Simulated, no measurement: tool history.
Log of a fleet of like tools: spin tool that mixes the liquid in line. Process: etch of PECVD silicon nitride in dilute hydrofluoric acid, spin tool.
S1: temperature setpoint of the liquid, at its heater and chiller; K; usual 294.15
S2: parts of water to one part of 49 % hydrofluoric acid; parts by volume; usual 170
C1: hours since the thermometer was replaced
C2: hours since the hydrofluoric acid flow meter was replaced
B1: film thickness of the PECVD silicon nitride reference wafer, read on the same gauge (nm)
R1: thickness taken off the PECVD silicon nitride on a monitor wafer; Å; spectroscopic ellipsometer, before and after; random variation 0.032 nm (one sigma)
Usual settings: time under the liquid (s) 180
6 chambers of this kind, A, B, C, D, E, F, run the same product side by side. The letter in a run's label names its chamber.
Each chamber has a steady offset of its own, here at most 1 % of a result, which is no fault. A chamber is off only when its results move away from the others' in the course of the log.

run 1A day=0.392 | S1=294.15 S2=170 time_under_the_liquid_(s)=180 | C1=740.4 C2=559.4 | B1=129.98 | R1=18.843
run 2C day=0.725 | S1=294.15 S2=170 time_under_the_liquid_(s)=180 | C1=370.3 C2=336.9 | B1=130 | R1=19.361
run 3E day=1.075 | S1=294.15 S2=170 time_under_the_liquid_(s)=180 | C1=1153.7 C2=736.5 | B1=129.97 | R1=19.043
run 4B day=1.596 | S1=294.15 S2=170 time_under_the_liquid_(s)=180 | C1=45.9 C2=276.5 | B1=129.98 | R1=18.209
run 5F day=2.108 | S1=294.15 S2=170 time_under_the_liquid_(s)=180 | C1=1456.9 C2=1699.8 | B1=130 | R1=19.206
-- day=2.292 chamber E: hydrofluoric acid flow meter replaced
run 6D day=2.771 | S1=294.15 S2=170 time_under_the_liquid_(s)=180 | C1=2305.2 C2=1225.7 | B1=130.05 | R1=18.669
run 7F day=3.225 | S1=294.15 S2=170 time_under_the_liquid_(s)=180 | C1=1483.7 C2=1726.6 | B1=129.98 | R1=19.101
run 8A day=3.562 | S1=294.15 S2=170 time_under_the_liquid_(s)=180 | C1=816.5 C2=635.5 | B1=129.98 | R1=19.365
run 9D day=4.162 | S1=294.15 S2=170 time_under_the_liquid_(s)=180 | C1=2338.6 C2=1259.1 | B1=129.99 | R1=18.607
-- day=4.617 chamber A: thermometer replaced
run 10C day=4.8 | S1=294.15 S2=245 time_under_the_liquid_(s)=180 | C1=468.1 C2=434.7 | B1=130.01 | R1=13.037
run 11B day=5.392 | S1=294.15 S2=245 time_under_the_liquid_(s)=180 | C1=137 C2=367.6 | B1=130.01 | R1=13.4
run 12E day=5.788 | S1=294.15 S2=245 time_under_the_liquid_(s)=180 | C1=1266.8 C2=83.9 | B1=129.99 | R1=12.898
run 13C day=6.383 | S1=294.15 S2=245 time_under_the_liquid_(s)=180 | C1=506.1 C2=472.7 | B1=129.97 | R1=12.954
run 14A day=6.833 | S1=294.15 S2=245 time_under_the_liquid_(s)=180 | C1=53.3 C2=714 | B1=129.96 | R1=13.039
run 15B day=7.488 | S1=294.15 S2=245 time_under_the_liquid_(s)=180 | C1=187.3 C2=417.9 | B1=130.03 | R1=13.136
-- day=7.671 chamber F: hydrofluoric acid flow meter replaced
run 16E day=8.117 | S1=299.15 S2=170 time_under_the_liquid_(s)=180 | C1=1322.7 C2=139.8 | B1=129.99 | R1=25.436
run 17D day=8.767 | S1=299.15 S2=170 time_under_the_liquid_(s)=180 | C1=2449.1 C2=1369.6 | B1=129.98 | R1=25.852
run 18F day=9.412 | S1=299.15 S2=170 time_under_the_liquid_(s)=180 | C1=1632.2 C2=41.9 | B1=130.04 | R1=26.391
run 19E day=9.992 | S1=299.15 S2=170 time_under_the_liquid_(s)=180 | C1=1367.7 C2=184.8 | B1=130 | R1=25.788
run 20A day=10.371 | S1=299.15 S2=170 time_under_the_liquid_(s)=180 | C1=138.2 C2=798.9 | B1=130.04 | R1=25.528
run 21F day=11.021 | S1=299.15 S2=170 time_under_the_liquid_(s)=180 | C1=1670.8 C2=80.5 | B1=130.02 | R1=25.737
-- day=11.033 chamber B: hydrofluoric acid flow meter replaced
-- day=11.479 chamber D: thermometer replaced
run 22D day=11.596 | S1=290.65 S2=220 time_under_the_liquid_(s)=180 | C1=2.8 C2=1437.5 | B1=130.04 | R1=11.6
run 23B day=12.033 | S1=290.65 S2=220 time_under_the_liquid_(s)=180 | C1=296.4 C2=24 | B1=130 | R1=11.718
-- day=12.242 chamber D: hydrofluoric acid flow meter replaced
run 24C day=12.358 | S1=290.65 S2=220 time_under_the_liquid_(s)=180 | C1=649.5 C2=616.1 | B1=130.01 | R1=11.649
run 25E day=12.929 | S1=290.65 S2=220 time_under_the_liquid_(s)=180 | C1=1438.2 C2=255.3 | B1=129.99 | R1=11.978
run 26C day=13.521 | S1=290.65 S2=220 time_under_the_liquid_(s)=180 | C1=677.4 C2=644 | B1=130.02 | R1=11.433
run 27A day=13.912 | S1=290.65 S2=220 time_under_the_liquid_(s)=180 | C1=223.2 C2=883.9 | B1=129.99 | R1=11.701
run 28F day=14.517 | S1=294.15 S2=170 time_under_the_liquid_(s)=180 | C1=1754.7 C2=164.4 | B1=130.01 | R1=18.603
run 29B day=14.892 | S1=294.15 S2=200 time_under_the_liquid_(s)=100 | C1=365 C2=92.6 | B1=130.01 | R1=9.092
run 30D day=15.546 | S1=294.15 S2=200 time_under_the_liquid_(s)=100 | C1=97.6 C2=79.3 | B1=130 | R1=9.1128
run 31A day=16.062 | S1=294.15 S2=200 time_under_the_liquid_(s)=100 | C1=274.8 C2=935.5 | B1=129.99 | R1=9.146
-- day=16.438 chamber C: hydrofluoric acid flow meter replaced
run 32D day=16.529 | S1=294.15 S2=200 time_under_the_liquid_(s)=100 | C1=121.2 C2=102.9 | B1=130 | R1=8.7492
run 33B day=16.988 | S1=294.15 S2=200 time_under_the_liquid_(s)=100 | C1=415.3 C2=142.9 | B1=129.98 | R1=9.1845
run 34F day=17.533 | S1=294.15 S2=200 time_under_the_liquid_(s)=100 | C1=1827.1 C2=236.8 | B1=129.97 | R1=9.0146
run 35C day=17.946 | S1=294.15 S2=170 time_under_the_liquid_(s)=180 | C1=783.6 C2=36.3 | B1=130.02 | R1=18.145
run 36E day=18.304 | S1=294.15 S2=170 time_under_the_liquid_(s)=180 | C1=1567.2 C2=384.3 | B1=130.05 | R1=18.71
run 37B day=18.779 | S1=294.15 S2=170 time_under_the_liquid_(s)=180 | C1=458.3 C2=185.9 | B1=129.98 | R1=19.166
run 38E day=19.1 | S1=298.15 S2=120 time_under_the_liquid_(s)=180 | C1=1586.3 C2=403.4 | B1=129.96 | R1=34.697
run 39C day=19.696 | S1=298.15 S2=120 time_under_the_liquid_(s)=180 | C1=825.6 C2=78.3 | B1=130 | R1=34.12
run 40F day=20.188 | S1=298.15 S2=120 time_under_the_liquid_(s)=180 | C1=1890.8 C2=300.5 | B1=130 | R1=34.976
run 41D day=20.629 | S1=298.15 S2=120 time_under_the_liquid_(s)=180 | C1=219.6 C2=201.3 | B1=130.05 | R1=33.26

Is one chamber off against the others, does the gauge drift, or is nothing wrong? If a chamber is off, say which, and what the likeliest cause is.

No chamber stands off beyond its own small offset, and the gauge holds steady.
